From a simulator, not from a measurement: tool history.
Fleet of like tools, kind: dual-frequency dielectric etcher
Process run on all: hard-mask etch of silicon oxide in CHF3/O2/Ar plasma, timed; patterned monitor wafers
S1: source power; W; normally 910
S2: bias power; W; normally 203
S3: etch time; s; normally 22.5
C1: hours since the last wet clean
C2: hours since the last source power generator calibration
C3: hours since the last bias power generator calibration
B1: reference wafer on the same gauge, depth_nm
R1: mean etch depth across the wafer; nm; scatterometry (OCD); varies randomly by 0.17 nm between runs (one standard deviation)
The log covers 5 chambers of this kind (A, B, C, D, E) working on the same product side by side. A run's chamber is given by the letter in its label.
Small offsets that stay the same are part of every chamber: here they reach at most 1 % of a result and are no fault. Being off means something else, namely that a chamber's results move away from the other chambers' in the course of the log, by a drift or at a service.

run	day	S1	S2	S3	C1	C2	C3	B1	R1
1B	0.392	910	203	22.5	163.3	75.5	1345.2	60.944	54.342
2D	0.625	910	203	22.5	322.5	2211.9	1152.9	60.973	54.347
3E	0.933	910	203	22.5	149.8	1182.9	1562.9	60.898	53.735
4A	1.296	910	203	22.5	331.2	2355.5	411.5	60.945	54.215
5C	1.696	830	227	22.5	338.2	249.3	3958.6	60.916	53.624
6A	2.058	830	227	22.5	349.5	2373.8	429.8	60.932	54.292
7D	2.362	830	227	22.5	364.2	2253.6	1194.6	60.885	54.648
8E	2.633	830	227	22.5	190.6	1223.7	1603.7	60.886	54.069
9B	3.075	830	227	22.5	227.7	139.9	1409.6	60.884	54.902
10C	3.517	910	203	22.5	381.9	293	4002.3	60.871	53.789
11D	3.842	910	203	22.5	399.7	2289.1	1230.1	60.911	54.759
12A	4.104	910	203	22.5	398.6	2422.9	478.9	60.905	53.803
# day 4.329: chamber A: wet clean of the chamber
13E	4.479	910	203	22.5	234.9	1268	1648	60.875	53.862
14C	4.712	910	203	22.5	410.6	321.7	4031	60.847	53.809
15B	4.942	910	203	22.5	272.5	184.7	1454.4	60.907	54.672
# day 5.262: chamber D: wet clean of the chamber
16A	5.354	910	203	22.5	24.6	2452.9	508.9	60.879	53.826
17C	5.671	1010	203	28.5	433.6	344.7	4054	60.913	70.825
18B	5.862	1010	203	28.5	294.6	206.8	1476.5	60.92	72.088
19D	6.058	1010	203	28.5	19.1	2342.3	1283.3	60.974	74.183
20E	6.404	1010	203	28.5	281.1	1314.2	1694.2	60.927	71.293
21E	6.617	1010	203	28.5	286.2	1319.3	1699.3	60.88	71.22
22D	6.938	730	203	26	40.2	2363.4	1304.4	60.918	59.989
23B	7.362	730	203	26	330.6	242.8	1512.5	60.935	57.781
24C	7.725	730	203	26	482.9	394	4103.3	60.919	56.882
25A	8.046	730	203	26	89.2	2517.5	573.5	60.879	57.505
26A	8.246	730	203	26	94	2522.3	578.3	60.868	57.329
27C	8.625	910	203	22.5	504.5	415.6	4124.9	60.861	54.034
28B	8.904	910	203	22.5	367.6	279.8	1549.5	60.914	54.374
29E	9.175	690	203	22.5	347.6	1380.7	1760.7	60.893	48.469
# day 9.2: chamber C: wet clean of the chamber
30D	9.562	690	203	22.5	103.2	2426.4	1367.4	60.889	51.029
31B	9.946	690	203	22.5	392.6	304.8	1574.5	60.838	48.949
32C	10.312	690	203	22.5	26.7	456.1	4165.4	60.933	48.121
33A	10.742	690	203	22.5	153.9	2582.2	638.2	60.868	48.54
34E	11.058	1030	203	28.5	392.8	1425.9	1805.9	60.891	71.226
35D	11.421	1030	203	28.5	147.8	2471	1412	60.965	74.417
36C	11.629	1030	203	28.5	58.3	487.7	4197	60.933	71.118
37E	11.9	1030	203	28.5	413	1446.1	1826.1	60.902	71.331
38A	12.117	1030	203	28.5	186.9	2615.2	671.2	60.879	71.543
39B	12.496	910	203	22.5	453.8	366	1635.7	60.953	54.663
40D	12.708	910	203	22.5	178.7	2501.9	1442.9	60.926	56.437
41D	13.038	770	187	22.5	186.6	2509.8	1450.8	60.905	51.642

The same settings go to every chamber for the next run, one line per chamber below. Forecast the results for each:
42A	13.354	910	203	22.5					?
42B	13.354	910	203	22.5					?
42C	13.354	910	203	22.5					?
42D	13.354	910	203	22.5					?
42E	13.354	910	203	22.5					?

run	R1
42A	54.247
42B	54.969
42C	53.716
42D	56.379
42E	54.169
